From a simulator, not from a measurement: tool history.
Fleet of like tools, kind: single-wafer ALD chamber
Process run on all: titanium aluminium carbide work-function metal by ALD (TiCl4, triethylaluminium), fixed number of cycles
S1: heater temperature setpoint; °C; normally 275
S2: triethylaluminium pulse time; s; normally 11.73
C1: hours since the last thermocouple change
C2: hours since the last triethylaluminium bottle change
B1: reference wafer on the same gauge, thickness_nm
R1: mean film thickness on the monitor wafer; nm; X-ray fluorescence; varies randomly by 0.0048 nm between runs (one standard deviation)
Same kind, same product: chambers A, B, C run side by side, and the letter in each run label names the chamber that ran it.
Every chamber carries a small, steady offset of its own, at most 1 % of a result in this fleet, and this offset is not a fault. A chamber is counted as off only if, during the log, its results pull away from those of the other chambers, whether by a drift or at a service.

run   hour   S1     S2      C1     C2      B1      R1
 1B    5.3  275  11.73   983.8   80.9  2.0509  1.8035
 2A   12.8  275  11.73   895.3  127.3   2.049  1.7999
 3C   21.9  275  11.73  2994.8  513.2  2.0504  1.8132
 4A   27.5  275  11.73     910    142  2.0504     1.8
 5C     35  275  11.73  3007.9  526.3  2.0503  1.8128
 6B   42.4  289  11.73  1020.9    118   2.049  1.9098
 7B   48.3  289  11.73  1026.8  123.9  2.0491  1.9263
 8C   57.4  289  11.73  3030.3  548.7  2.0496  1.9355
 9A   63.2  275  11.73   945.7  177.7  2.0478  1.8068
10A   71.5  275  11.73     954    186  2.0503  1.8074
11C   77.5  275  11.73  3050.4  568.8  2.0497  1.8141
12B   86.6  289  15.83  1065.1  162.2  2.0504  1.9458
13C   91.7  289  15.83  3064.6    583  2.0506  1.9566
14B   98.7  289  15.83  1077.2  174.3  2.0508  1.9474
15A    107  275  11.73   989.5  221.5    2.05  1.7937
       111  -- chamber C: thermocouple changed; heater temperature recalibrated
16A  115.3  275  11.73   997.8  229.8  2.0499  1.7982
17B  119.8  275  11.73  1098.3  195.4  2.0507  1.7968
18C  124.4  275  11.73    13.5  615.7  2.0482  1.8608
19C  131.4  275  11.73    20.5  622.7  2.0502  1.8685
20A  136.5  275  11.73    1019    251  2.0484  1.8061
21B  141.4  275  11.73  1119.9    217  2.0505  1.8002
22B  145.5  275  11.73    1124  221.1  2.0501  1.8082
23A  153.1  275  11.73  1035.6  267.6    2.05  1.8004
24C    161  275  11.73    50.1  652.3  2.0502  1.8669
25C  168.1  265  13.56    57.2  659.4  2.0509  1.7935
26B  172.5  265  13.56    1151  248.1  2.0488  1.7285
27A  181.6  265  13.56  1064.1  296.1  2.0505   1.728
28C  187.3  275  11.73    76.4  678.6  2.0496  1.8605
29B  195.7  275  11.73  1174.2  271.3  2.0513  1.8032
30A  202.7  275  11.73  1085.2  317.2  2.0498  1.7937
31A  207.3  275  11.73  1089.8  321.8    2.05  1.8016
32B  211.3  275  11.73  1189.8  286.9  2.0502  1.8034
33C  217.6  275  11.73   106.7  708.9  2.0507  1.8563
34B  221.8  275  11.73  1200.3  297.4  2.0497  1.8029
35C  227.2  275  11.73   116.3  718.5    2.05  1.8679
36A  234.3  275  11.73  1116.8  348.8  2.0487  1.8096
37B  243.4  275  11.73  1221.9    319  2.0506  1.7976
38A  249.3  275  11.73  1131.8  363.8    2.05  1.7935
39C  256.1  283  13.97   145.2  747.4  2.0513  1.9561
40C  265.2  283  13.97   154.3  756.5  2.0496  1.9507

The same settings go to every chamber for the next run, one line per chamber below. Forecast the results for each:
41A  271.9  275  11.73               ?
41B  271.9  275  11.73               ?
41C  271.9  275  11.73               ?

run      R1
41A  1.7971
41B  1.7918
41C   1.861
